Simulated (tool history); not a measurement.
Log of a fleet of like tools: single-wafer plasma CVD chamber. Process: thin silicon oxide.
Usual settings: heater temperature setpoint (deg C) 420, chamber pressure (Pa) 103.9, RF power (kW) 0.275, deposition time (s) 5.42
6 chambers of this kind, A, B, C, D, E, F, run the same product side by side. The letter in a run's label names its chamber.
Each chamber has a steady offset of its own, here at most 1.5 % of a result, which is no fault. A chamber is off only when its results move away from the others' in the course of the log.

run	hour	heater temperature setpoint (deg C)	chamber pressure (Pa)	RF power (kW)	deposition time (s)	hours since the last thermocouple change	hours since the last RF generator calibration	hours since the last manometer calibration	read-back reference wafer on the same gauge, thickness_nm	mean film thickness on the monitor wafer (angstrom)
1E	6.1	420	103.9	0.275	5.42	275.8	28.8	2518.7	7.9243	90.936
2F	17.4	420	103.9	0.275	5.42	2446.7	356.4	943.1	7.9134	92.819
3A	23.2	420	103.9	0.275	5.42	1354.3	903.1	1954.8	7.9229	92.459
4B	29.6	420	103.9	0.275	5.42	32.9	106.9	1450.8	7.9203	93.492
5D	40.9	420	103.9	0.275	5.42	256.4	1850.8	828.5	7.9179	91.736
6C	51.4	420	95.7	0.275	4.99	2851.5	362.7	334.5	7.9212	80.045
# hour 55.8: chamber E: capacitance manometer re-zeroed and calibrated
7F	61.9	420	95.7	0.275	4.99	2491.2	400.9	987.6	7.9218	78.756
8E	72.4	420	95.7	0.275	4.99	342.1	95.1	16.7	7.9219	78.201
# hour 72.5: chamber C: thermocouple changed; heater temperature recalibrated
9D	82.3	420	95.7	0.275	4.99	297.8	1892.2	869.9	7.9188	78.907
10A	87.4	420	95.7	0.275	4.99	1418.5	967.3	2019.0	7.9152	78.446
11B	98.1	420	95.7	0.275	4.99	101.4	175.4	1519.3	7.9243	79.261
12C	106.8	420	90.7	0.275	5.42	34.4	418.1	389.9	7.9302	81.508
13C	112.8	420	90.7	0.275	5.42	40.4	424.1	395.9	7.9333	81.554
14F	121.9	420	90.7	0.275	5.42	2551.2	460.9	1047.6	7.9231	80.601
15D	129.6	420	90.7	0.275	5.42	345.1	1939.5	917.2	7.9220	81.011
16E	138.5	420	90.7	0.275	5.42	408.2	161.2	82.8	7.9118	80.147
17B	147.8	420	90.7	0.275	5.42	151.1	225.1	1569.0	7.9240	81.263
18A	157.7	420	103.9	0.275	5.42	1488.8	1037.6	2089.3	7.9128	92.111
19D	165.1	411	103.9	0.235	5.42	380.6	1975.0	952.7	7.9186	86.327
20B	172.7	411	103.9	0.235	5.42	176.0	250.0	1593.9	7.9154	87.592
21A	178.2	411	103.9	0.235	5.42	1509.3	1058.1	2109.8	7.9255	86.977
22E	184.8	411	103.9	0.235	5.42	454.5	207.5	129.1	7.9331	85.907
23F	194.6	411	103.9	0.235	5.42	2623.9	533.6	1120.3	7.9232	86.122
24C	199.8	411	103.9	0.235	5.42	127.4	511.1	482.9	7.9153	88.033
25C	204.8	420	103.9	0.255	4.39	132.4	516.1	487.9	7.9245	73.597
26F	210.3	420	103.9	0.255	4.39	2639.6	549.3	1136.0	7.9207	72.797
27E	219.2	420	103.9	0.255	4.39	488.9	241.9	163.5	7.9169	71.280
28D	224.8	420	103.9	0.255	4.39	440.3	2034.7	1012.4	7.9121	72.445
29B	232.0	420	103.9	0.255	4.39	235.3	309.3	1653.2	7.9268	73.228
30A	237.6	420	103.9	0.255	4.39	1568.7	1117.5	2169.2	7.9207	72.165
31B	247.1	409	103.9	0.275	5.09	250.4	324.4	1668.3	7.9196	87.539
32A	255.4	409	103.9	0.275	5.09	1586.5	1135.3	2187.0	7.9305	88.058
# hour 261.3: chamber D: RF generator calibrated
33D	266.1	409	103.9	0.275	5.09	481.6	4.8	1053.7	7.9293	88.259
34F	275.4	409	103.9	0.275	5.09	2704.7	614.4	1201.1	7.9229	87.394
35E	284.3	409	103.9	0.275	5.09	554.0	307.0	228.6	7.9204	86.007
36C	290.2	409	103.9	0.275	5.09	217.8	601.5	573.3	7.9252	89.091
37C	296.1	420	103.9	0.275	5.42	223.7	607.4	579.2	7.9151	93.111
38F	304.0	420	103.9	0.275	5.42	2733.3	643.0	1229.7	7.9159	92.513

All 6 chambers run these settings next. Forecast each chamber's results:
39A	312.2	420	103.9	0.275	5.42					?
39B	312.2	420	103.9	0.275	5.42					?
39C	312.2	420	103.9	0.275	5.42					?
39D	312.2	420	103.9	0.275	5.42					?
39E	312.2	420	103.9	0.275	5.42					?
39F	312.2	420	103.9	0.275	5.42					?

run	mean film thickness on the monitor wafer (angstrom)
39A	92.752
39B	93.709
39C	93.929
39D	92.325
39E	92.195
39F	92.055

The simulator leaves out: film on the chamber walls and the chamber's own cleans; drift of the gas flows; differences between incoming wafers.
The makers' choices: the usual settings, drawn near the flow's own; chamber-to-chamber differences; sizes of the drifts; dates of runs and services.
